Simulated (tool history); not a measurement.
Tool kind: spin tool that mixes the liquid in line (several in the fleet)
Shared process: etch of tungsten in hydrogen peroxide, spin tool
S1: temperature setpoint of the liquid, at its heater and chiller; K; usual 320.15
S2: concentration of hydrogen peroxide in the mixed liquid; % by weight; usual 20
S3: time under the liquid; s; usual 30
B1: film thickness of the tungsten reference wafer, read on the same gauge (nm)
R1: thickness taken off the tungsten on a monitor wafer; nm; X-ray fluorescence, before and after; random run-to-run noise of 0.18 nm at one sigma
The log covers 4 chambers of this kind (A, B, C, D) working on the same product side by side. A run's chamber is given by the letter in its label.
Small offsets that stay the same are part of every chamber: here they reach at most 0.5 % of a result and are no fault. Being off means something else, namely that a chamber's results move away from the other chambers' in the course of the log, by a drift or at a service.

Run 1D, day 0.608: usual settings; B1 89.991. Result: R1 32.76 nm.
Run 2B, day 0.917: usual settings; B1 89.984. Result: R1 32.841 nm.
Run 3C, day 1.392: usual settings; B1 90.007. Result: R1 32.658 nm.
At day 1.692: chamber B: peroxide flow meter replaced.
Run 4A, day 1.958: usual settings; B1 90.009. Result: R1 32.475 nm.
Run 5B, day 2.558: usual settings; B1 89.958. Result: R1 32.535 nm.
Run 6D, day 2.938: usual settings; B1 90.009. Result: R1 32.796 nm.
Run 7A, day 3.304: usual settings; B1 90.026. Result: R1 32.822 nm.
Run 8C, day 3.838: usual settings; B1 89.997. Result: R1 32.868 nm.
Run 9D, day 4.475: usual settings; B1 89.999. Result: R1 33.026 nm.
Run 10C, day 5.012: usual settings; B1 89.98. Result: R1 32.961 nm.
Run 11A, day 5.667: usual settings; B1 89.97. Result: R1 32.7 nm.
Run 12B, day 6.058: usual settings; B1 90.012. Result: R1 32.643 nm.
Run 13B, day 6.592: usual settings; B1 90.009. Result: R1 32.178 nm.
Run 14C, day 6.888: usual settings; B1 89.999. Result: R1 32.996 nm.
Run 15A, day 7.533: usual settings; B1 89.995. Result: R1 32.066 nm.
Run 16D, day 7.917: usual settings; B1 90.001. Result: R1 32.417 nm.
Run 17D, day 8.542: usual settings; B1 89.979. Result: R1 32.46 nm.
Run 18C, day 9.017: usual settings; B1 90.042. Result: R1 32.621 nm.
Run 19A, day 9.392: usual settings; B1 90.01. Result: R1 32.446 nm.
Run 20B, day 9.804: usual settings but S1 327.65 K, S2 23 % by weight; B1 90. Result: R1 55.337 nm.
Run 21A, day 10.167: usual settings but S1 327.65 K, S2 23 % by weight; B1 89.987. Result: R1 55.698 nm.
Run 22D, day 10.458: usual settings but S1 327.65 K, S2 23 % by weight; B1 90.018. Result: R1 53.986 nm.
At day 10.483: chamber D: peroxide flow meter replaced.
Run 23C, day 10.962: usual settings but S1 327.65 K, S2 23 % by weight; B1 89.984. Result: R1 55.888 nm.
Run 24B, day 11.4: usual settings but S2 22.5 % by weight; B1 89.977. Result: R1 34.631 nm.
Run 25A, day 11.712: usual settings but S2 22.5 % by weight; B1 90.008. Result: R1 34.62 nm.
Run 26B, day 12.35: usual settings but S2 22.5 % by weight; B1 89.982. Result: R1 34.734 nm.
Run 27D, day 12.892: usual settings but S2 22.5 % by weight; B1 90.001. Result: R1 33.985 nm.
Run 28C, day 13.483: usual settings; B1 89.96. Result: R1 32.73 nm.
Run 29B, day 13.925: usual settings; B1 90.001. Result: R1 32.938 nm.
Run 30A, day 14.462: usual settings; B1 90.003. Result: R1 32.32 nm.

All chambers now run identical settings, listed one chamber a line with results as question marks. What results will each chamber show?
Run 31A, day 14.946: usual settings but S2 17.5 % by weight. Result: R1 ?.
Run 31B, day 14.946: usual settings but S2 17.5 % by weight. Result: R1 ?.
Run 31C, day 14.946: usual settings but S2 17.5 % by weight. Result: R1 ?.
Run 31D, day 14.946: usual settings but S2 17.5 % by weight. Result: R1 ?.

run      R1
31A  30.471
31B  30.172
31C  30.643
31D   29.56

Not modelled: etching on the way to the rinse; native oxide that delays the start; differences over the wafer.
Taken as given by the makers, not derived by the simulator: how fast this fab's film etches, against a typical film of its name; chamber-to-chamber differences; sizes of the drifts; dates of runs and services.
